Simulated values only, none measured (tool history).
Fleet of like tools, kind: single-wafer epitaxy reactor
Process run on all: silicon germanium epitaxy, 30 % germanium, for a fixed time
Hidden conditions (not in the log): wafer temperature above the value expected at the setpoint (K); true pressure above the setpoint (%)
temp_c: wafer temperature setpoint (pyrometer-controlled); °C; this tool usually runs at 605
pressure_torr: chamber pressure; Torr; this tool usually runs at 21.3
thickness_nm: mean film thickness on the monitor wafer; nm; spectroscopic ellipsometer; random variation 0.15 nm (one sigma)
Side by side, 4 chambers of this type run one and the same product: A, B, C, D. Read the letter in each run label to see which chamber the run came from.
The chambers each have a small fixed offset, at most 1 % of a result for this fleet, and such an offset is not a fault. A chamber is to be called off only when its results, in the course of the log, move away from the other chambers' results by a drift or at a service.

run	hour	temp_c	pressure_torr	hours since the last pyrometer calibration	hours since the last manometer calibration	read-back reference wafer on the same gauge, thickness_nm	thickness_nm
1D	4.3	605	21.3	15.1	3283.4	78.604	67.013
2A	7.2	605	21.3	1889.9	1413.5	78.648	66.675
3B	12.0	605	21.3	71.9	539.4	78.568	65.842
4C	16.6	605	21.3	579.9	395.0	78.583	66.187
5A	20.8	605	21.3	1903.5	1427.1	78.623	66.716
6D	24.3	605	21.3	35.1	3303.4	78.601	66.814
# hour 26.4: chamber A: pyrometer calibrated
7C	29.2	605	21.3	592.5	407.6	78.602	66.237
8B	31.6	605	21.3	91.5	559.0	78.570	66.199
9D	36.2	605	21.3	47.0	3315.3	78.590	67.000
10B	40.3	605	21.3	100.2	567.7	78.551	65.916
11A	45.0	605	21.3	18.6	1451.3	78.603	66.394
12C	47.6	597	21.3	610.9	426.0	78.640	56.790
13C	51.6	597	21.3	614.9	430.0	78.623	57.048
14D	55.6	597	21.3	66.4	3334.7	78.616	57.658
15B	60.1	597	21.3	120.0	587.5	78.588	57.226
16A	64.4	605	21.3	38.0	1470.7	78.525	66.911
# hour 68.0: chamber D: capacitance manometer re-zeroed and calibrated
17B	68.4	605	21.3	128.3	595.8	78.637	65.997
18D	71.3	605	21.3	82.1	3.4	78.526	66.749
19C	74.7	605	21.3	638.0	453.1	78.600	66.015
20A	77.6	605	21.3	51.2	1483.9	78.646	67.109
21B	82.2	605	21.3	142.1	609.6	78.603	66.195
22A	86.3	605	21.3	59.9	1492.6	78.647	67.068
23C	89.6	605	21.3	652.9	468.0	78.613	66.167
24D	92.3	605	21.3	103.1	24.4	78.622	66.828
25D	94.5	605	21.3	105.3	26.6	78.592	66.974
26A	99.4	599	21.3	73.0	1505.7	78.583	60.531
27C	102.5	599	21.3	665.8	480.9	78.597	59.132
28B	106.3	599	21.3	166.2	633.7	78.538	59.445
29D	110.3	599	21.3	121.1	42.4	78.601	59.595
30A	114.4	605	21.3	88.0	1520.7	78.605	67.737
31B	119.5	605	21.3	179.4	646.9	78.584	65.941
32C	122.6	605	21.3	685.9	501.0	78.566	66.032
33C	126.2	605	21.3	689.5	504.6	78.595	66.052
34B	130.2	605	21.3	190.1	657.6	78.616	65.876
35D	135.2	605	21.3	146.0	67.3	78.641	66.666
36A	138.5	605	21.3	112.1	1544.8	78.644	68.211
37C	141.1	605	21.3	704.4	519.5	78.604	66.480
38A	145.3	605	21.3	118.9	1551.6	78.580	68.274
39D	148.6	605	21.3	159.4	80.7	78.560	67.027
40B	153.1	605	21.3	213.0	680.5	78.583	66.060

Each of the 4 chambers runs these same settings next. Fill in every chamber's results:
41A	156.8	605	24.4				?
41B	156.8	605	24.4				?
41C	156.8	605	24.4				?
41D	156.8	605	24.4				?

run	thickness_nm
41A	72.564
41B	69.794
41C	69.803
41D	70.677
